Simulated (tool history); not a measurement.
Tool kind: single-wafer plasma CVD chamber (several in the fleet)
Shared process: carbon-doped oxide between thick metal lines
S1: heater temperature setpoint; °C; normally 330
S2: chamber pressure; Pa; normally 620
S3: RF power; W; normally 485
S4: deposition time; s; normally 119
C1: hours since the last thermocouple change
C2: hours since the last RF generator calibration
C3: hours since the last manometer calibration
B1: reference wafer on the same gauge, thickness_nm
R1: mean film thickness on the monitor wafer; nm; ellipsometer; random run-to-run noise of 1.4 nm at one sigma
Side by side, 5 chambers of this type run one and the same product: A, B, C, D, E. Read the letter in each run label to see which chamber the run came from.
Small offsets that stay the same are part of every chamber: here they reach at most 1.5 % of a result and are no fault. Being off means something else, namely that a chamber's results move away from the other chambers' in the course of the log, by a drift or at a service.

run,hour,S1,S2,S3,S4,C1,C2,C3,B1,R1
1C,5.3,330,620,485,119,958.3,949.7,403.6,687.22,610.61
2E,9.7,330,620,485,119,1398.7,68.3,746.5,686.79,619.66
3A,16.8,330,620,485,119,991.1,182.1,1384.9,686.98,617.5
4D,22.4,330,620,485,119,155.2,1364.3,464,687.02,612.72
5B,31.2,330,620,485,119,52.5,672.2,1430.9,686.92,611.35
6D,37.2,330,620,485,119,170,1379.1,478.8,686.88,610.1
7A,42.7,330,620,485,119,1017,208,1410.8,687.04,617.16
8B,50.5,330,620,485,119,71.8,691.5,1450.2,687.08,609.46
9C,59.1,330,620,485,119,1012.1,1003.5,457.4,687.44,612.77
10E,64.7,330,620,485,119,1453.7,123.3,801.5,687.04,619.25
11B,70.6,330,620,485,119,91.9,711.6,1470.3,686.85,610.04
12E,77.4,330,620,485,119,1466.4,136,814.2,687.08,619.59
13C,82.7,330,620,485,119,1035.7,1027.1,481,687.13,608.11
14D,89.5,330,620,485,119,222.3,1431.4,531.1,687.08,608.86
# hour 96.6: chamber C: RF generator calibrated
15A,98.7,330,620,485,119,1073,264,1466.8,687.03,614.91
16B,105.5,330,620,485,119,126.8,746.5,1505.2,686.51,609.8
17E,114.3,330,717,485,136,1503.3,172.9,851.1,686.75,721.79
18D,119.1,330,717,485,136,251.9,1461,560.7,687.12,708.17
19A,124.6,330,717,485,136,1098.9,289.9,1492.7,687.03,723.02
20C,130.1,330,717,485,136,1083.1,33.5,528.4,687.04,710.89
21A,135.2,330,717,485,136,1109.5,300.5,1503.3,687.27,720.14
22B,142.1,330,620,485,119,163.4,783.1,1541.8,687.17,612.95
23C,148.5,330,620,485,119,1101.5,51.9,546.8,686.96,607.14
24D,153.4,330,620,485,119,286.2,1495.3,595,687.31,606.13
25E,158.2,330,620,485,142,1547.2,216.8,895,687.34,737.06
26C,167.2,330,620,485,142,1120.2,70.6,565.5,686.91,726.83
27A,173.6,330,620,485,142,1147.9,338.9,1541.7,686.76,737.3
28E,182,330,620,485,142,1571,240.6,918.8,687.15,738.62
29D,186.9,330,620,485,142,319.7,1528.8,628.5,687.07,722.05
30B,195.7,330,620,485,119,217,836.7,1595.4,687.43,611.25
31D,201.4,330,620,485,119,334.2,1543.3,643,686.76,603.69
32A,206.6,330,620,485,119,1180.9,371.9,1574.7,686.82,620.03
33C,213,330,620,485,119,1166,116.4,611.3,687.11,610.72
34B,222,330,620,485,119,243.3,863,1621.7,687.36,608.25
35E,229.8,330,620,485,119,1618.8,288.4,966.6,687.16,618.16
36E,235.5,330,620,485,119,1624.5,294.1,972.3,687.09,619.37
# hour 238.3: chamber B: capacitance manometer re-zeroed and calibrated
37C,244.1,330,620,485,119,1197.1,147.5,642.4,686.96,607.44
38A,253.1,330,620,485,119,1227.4,418.4,1621.2,686.89,618.2
39B,260.4,330,764,485,119,281.7,901.4,22.2,686.85,628.42
# hour 265.5: chamber A: thermocouple changed; heater temperature recalibrated
40D,268.7,330,764,485,119,401.5,1610.6,710.3,687.17,618.3
41C,273.4,330,764,485,119,1226.4,176.8,671.7,687.18,627.23
42A,282.5,330,764,485,119,17,447.8,1650.6,687.19,636.43
43E,289.6,330,764,485,119,1678.6,348.2,1026.4,686.92,638.06
44B,294.8,330,620,485,119,316.1,935.8,56.6,687.08,609.39

Decide between three cases: one chamber stands off from its peers, the gauge reading all wafers drifts, or nothing is wrong past each chamber's small offset. Where a chamber is off, say which and what most likely put it there.

One chamber, D, drifts off from the rest bit by bit.
Likeliest cause: delivered RF power below the setpoint (%) = 3.08.
Not necessarily distinguishable in this log from: wafer temperature above the value expected at the setpoint (K).

Chamber D could run next with any of the 4 candidate recipes listed below; each alters the usual settings, and their results appear as question marks. Which one brings its results back in line with what the other chambers deliver on the usual settings?
In line here means within this much of the mean the other chambers give on the usual settings: R1 4.9 nm
45D-1,301.3,330,617,480,117,,,,,?
45D-2,301.3,331,613,485,114,,,,,?
45D-3,301.3,330,719,485,119,,,,,?
45D-4,301.3,329,620,485,124,,,,,?

Other chambers, usual settings, mean: R1 614.33 nm
run,R1
45D-1,585.43
45D-2,571.9
45D-3,613.58
45D-4,626.81
With 45D-3, the chamber falls back in line with the rest.

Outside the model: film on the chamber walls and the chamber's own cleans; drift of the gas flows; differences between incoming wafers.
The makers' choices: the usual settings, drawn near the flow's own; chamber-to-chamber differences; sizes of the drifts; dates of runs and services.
